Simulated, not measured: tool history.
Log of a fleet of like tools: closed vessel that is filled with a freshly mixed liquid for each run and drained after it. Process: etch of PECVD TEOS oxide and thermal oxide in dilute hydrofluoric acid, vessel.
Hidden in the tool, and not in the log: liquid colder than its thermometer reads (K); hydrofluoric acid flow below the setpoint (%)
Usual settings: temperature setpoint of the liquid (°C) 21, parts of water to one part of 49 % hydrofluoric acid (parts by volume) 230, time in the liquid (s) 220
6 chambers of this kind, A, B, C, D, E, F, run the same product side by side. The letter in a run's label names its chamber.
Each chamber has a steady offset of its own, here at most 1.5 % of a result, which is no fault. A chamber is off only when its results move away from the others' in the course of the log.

run	hour	temperature setpoint of the liquid (°C)	parts of water to one part of 49 % hydrofluoric acid (parts by volume)	time in the liquid (s)	hours since the thermometer was replaced	hours since the hydrofluoric acid flow meter was replaced	read-back film thickness of the PECVD TEOS oxide reference wafer, read on the same gauge (nm)	read-back film thickness of the thermal oxide reference wafer, read on the same gauge (nm)	thickness taken off the PECVD TEOS oxide on a monitor wafer (nm)	thickness taken off the thermal oxide on a monitor wafer (nm)
1D	10.1	21	230	220	1058.5	725.6	90.021	130.01	10.887	3.4420
2A	20.2	21	230	220	24.7	433.9	89.994	129.98	10.948	3.4857
3F	29.0	21	230	220	1354.6	2423.9	89.997	129.97	10.917	3.4451
# hour 34.6: chamber F: hydrofluoric acid flow meter replaced
4B	34.6	21	230	220	1349.2	254.8	89.992	129.98	10.996	3.4934
# hour 37.2: chamber E: hydrofluoric acid flow meter replaced
5C	42.7	21	230	220	616.9	645.3	90.004	130.00	11.033	3.4604
6E	48.1	21	230	220	687.4	11.0	90.000	130.02	10.847	3.4703
7E	53.9	21	230	220	693.2	16.8	90.003	130.00	10.864	3.4178
8A	59.1	24	185	220	63.6	472.8	90.008	129.99	16.138	5.1554
# hour 65.7: chamber F: thermometer replaced
9D	68.0	24	185	220	1116.4	783.5	90.013	130.00	16.008	5.0651
10C	75.0	24	185	220	649.2	677.6	89.997	129.99	15.959	4.9925
11F	81.2	24	185	220	15.5	46.7	89.979	129.99	16.115	5.0233
12B	89.2	24	185	220	1403.8	309.4	89.999	130.00	16.089	5.0811
13E	99.1	24	185	220	738.4	62.0	89.993	129.99	15.696	5.1556
14F	107.3	21	230	220	41.6	72.8	90.008	129.99	11.026	3.4206
15D	114.3	21	230	220	1162.7	829.8	89.988	129.99	10.910	3.5081
16C	121.4	21	230	220	695.6	724.0	90.002	130.01	11.023	3.4549
17A	130.8	21	230	220	135.3	544.5	89.995	130.00	11.070	3.5019
18B	141.3	21	230	220	1455.9	361.5	89.998	130.00	10.941	3.5352
19B	148.5	21	230	220	1463.1	368.7	90.004	130.01	10.869	3.5094
20D	158.3	21	230	220	1206.7	873.8	89.969	129.99	10.982	3.4731
21E	168.1	21	230	220	807.4	131.0	89.990	130.02	10.802	3.4759
22A	176.0	21	230	220	180.5	589.7	90.006	130.00	11.003	3.5032
23C	184.3	21	230	220	758.5	786.9	90.006	130.01	10.965	3.4454
24F	190.8	21	230	220	125.1	156.3	90.004	130.00	10.955	3.4223
25F	200.0	21	230	220	134.3	165.5	89.984	130.00	11.006	3.4546
26A	207.6	21	230	220	212.1	621.3	89.994	129.99	11.021	3.5209
27B	212.5	21	230	220	1527.1	432.7	90.022	129.99	10.861	3.4911
28D	220.5	21	230	220	1268.9	936.0	89.997	130.02	10.963	3.4682
29E	228.7	21	230	220	868.0	191.6	89.986	130.00	10.814	3.4732
30C	236.2	21	230	220	810.4	838.8	90.018	130.00	11.002	3.4980
31C	241.8	21	230	220	816.0	844.4	89.994	130.01	11.009	3.4652
32F	252.3	21	230	220	186.6	217.8	89.999	130.00	11.021	3.4477
33E	257.5	21	230	220	896.8	220.4	90.014	130.00	10.918	3.4532
34B	265.0	21	230	220	1579.6	485.2	89.976	129.99	10.888	3.4589
35A	273.2	21	230	220	277.7	686.9	89.988	130.00	10.970	3.4873
36D	282.3	21	230	220	1330.7	997.8	90.001	130.02	10.993	3.4570

Next, every chamber runs the same settings. What will each give?
37A	289.9	21	230	220					?	?
37B	289.9	21	230	220					?	?
37C	289.9	21	230	220					?	?
37D	289.9	21	230	220					?	?
37E	289.9	21	230	220					?	?
37F	289.9	21	230	220					?	?

run	thickness taken off the PECVD TEOS oxide on a monitor wafer (nm)	thickness taken off the thermal oxide on a monitor wafer (nm)
37A	11.041	3.4563
37B	11.025	3.4923
37C	10.983	3.4605
37D	10.959	3.4060
37E	10.881	3.4539
37F	10.999	3.4562
